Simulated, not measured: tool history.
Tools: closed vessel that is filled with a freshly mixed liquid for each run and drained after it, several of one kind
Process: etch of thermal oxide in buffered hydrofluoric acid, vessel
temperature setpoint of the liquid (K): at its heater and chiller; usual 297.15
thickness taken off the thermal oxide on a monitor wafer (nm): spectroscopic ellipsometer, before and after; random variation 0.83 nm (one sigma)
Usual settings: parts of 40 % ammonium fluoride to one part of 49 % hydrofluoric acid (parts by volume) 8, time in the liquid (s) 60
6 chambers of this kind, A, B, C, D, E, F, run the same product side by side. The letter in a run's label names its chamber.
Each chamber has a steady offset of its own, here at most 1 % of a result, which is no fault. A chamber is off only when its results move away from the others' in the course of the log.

run,hour,temperature setpoint of the liquid (K),parts of 40 % ammonium fluoride to one part of 49 % hydrofluoric acid (parts by volume),time in the liquid (s),hours since the thermometer was replaced,hours since the hydrofluoric acid flow meter was replaced,"read-back film thickness of the thermal oxide reference wafer, read on the same gauge (nm)",thickness taken off the thermal oxide on a monitor wafer (nm)
# hour 2.1: chamber B: hydrofluoric acid flow meter replaced
1C,4.0,297.15,8,60,343.0,698.8,99.985,83.832
2B,7.7,297.15,8,60,645.5,5.7,99.991,82.670
3F,13.6,297.15,8,60,620.4,793.5,99.987,84.583
4E,18.5,297.15,8,60,242.6,33.2,99.984,84.267
5D,22.6,297.15,8,60,282.7,562.9,99.984,83.684
6A,29.7,297.15,7,35,1774.5,2311.4,100.010,55.894
7A,34.0,297.15,7,35,1778.8,2315.7,99.995,56.101
8E,38.0,297.15,7,35,262.1,52.7,100.000,57.419
# hour 40.4: chamber C: hydrofluoric acid flow meter replaced
9B,42.1,297.15,7,35,679.9,40.1,100.000,55.974
10F,47.0,297.15,7,35,653.8,826.9,99.995,56.259
11C,51.5,297.15,7,35,390.5,11.1,100.010,58.413
12D,55.5,297.15,8,60,315.6,595.8,100.000,82.600
13B,61.8,297.15,8,60,699.6,59.8,99.993,83.891
14E,68.0,297.15,8,60,292.1,82.7,100.000,83.783
15C,74.2,297.15,8,60,413.2,33.8,100.000,85.536
# hour 81.2: chamber A: hydrofluoric acid flow meter replaced
16D,81.5,297.15,8,60,341.6,621.8,100.010,84.149
17F,89.0,297.15,8,60,695.8,868.9,100.010,83.855
18A,94.8,297.15,8,60,1839.6,13.6,100.000,83.262
19C,98.5,297.15,8,60,437.5,58.1,100.000,84.516
20B,103.1,297.15,8,60,740.9,101.1,100.010,84.466
21D,108.3,297.15,8,60,368.4,648.6,99.998,85.351
22E,113.3,297.15,8,80,337.4,128.0,99.998,111.180
23A,116.9,297.15,8,80,1861.7,35.7,100.010,111.050
24F,123.2,297.15,8,80,730.0,903.1,100.010,112.160
# hour 124.2: chamber D: hydrofluoric acid flow meter replaced
25D,129.3,297.15,8,80,389.4,5.1,100.010,116.030
26F,136.0,297.15,8,80,742.8,915.9,99.999,114.730
27A,141.2,297.15,8,80,1886.0,60.0,100.000,111.150
28C,147.0,297.15,8,40,486.0,106.6,99.996,56.964
29B,152.6,297.15,8,40,790.4,150.6,99.996,56.040
30E,159.7,297.15,8,40,383.8,174.4,100.020,55.863
31B,164.3,297.15,8,40,802.1,162.3,100.010,55.526
32C,169.0,297.15,8,40,508.0,128.6,99.997,56.379
33E,173.6,297.15,8,40,397.7,188.3,99.991,55.580
34D,177.1,297.15,8,60,437.2,52.9,99.985,88.844
35F,181.9,297.15,8,60,788.7,961.8,99.996,83.202
36A,186.5,297.15,8,60,1931.3,105.3,100.010,84.456
37C,193.9,297.15,8,60,532.9,153.5,99.991,84.028
38B,201.3,294.65,8,95,839.1,199.3,99.993,114.370
39A,205.4,294.65,8,95,1950.2,124.2,99.987,117.320
40E,208.9,294.65,8,95,433.0,223.6,100.000,118.270
41F,215.2,294.65,8,95,822.0,995.1,99.989,113.990
42D,220.7,294.65,8,95,480.8,96.5,100.000,126.760
43D,228.2,294.65,8,95,488.3,104.0,100.010,126.220

All 6 chambers run these settings next. Forecast each chamber's results:
44A,233.7,293.65,8,60,,,,?
44B,233.7,293.65,8,60,,,,?
44C,233.7,293.65,8,60,,,,?
44D,233.7,293.65,8,60,,,,?
44E,233.7,293.65,8,60,,,,?
44F,233.7,293.65,8,60,,,,?

run,thickness taken off the thermal oxide on a monitor wafer (nm)
44A,69.650
44B,69.341
44C,69.441
44D,76.438
44E,71.343
44F,68.812

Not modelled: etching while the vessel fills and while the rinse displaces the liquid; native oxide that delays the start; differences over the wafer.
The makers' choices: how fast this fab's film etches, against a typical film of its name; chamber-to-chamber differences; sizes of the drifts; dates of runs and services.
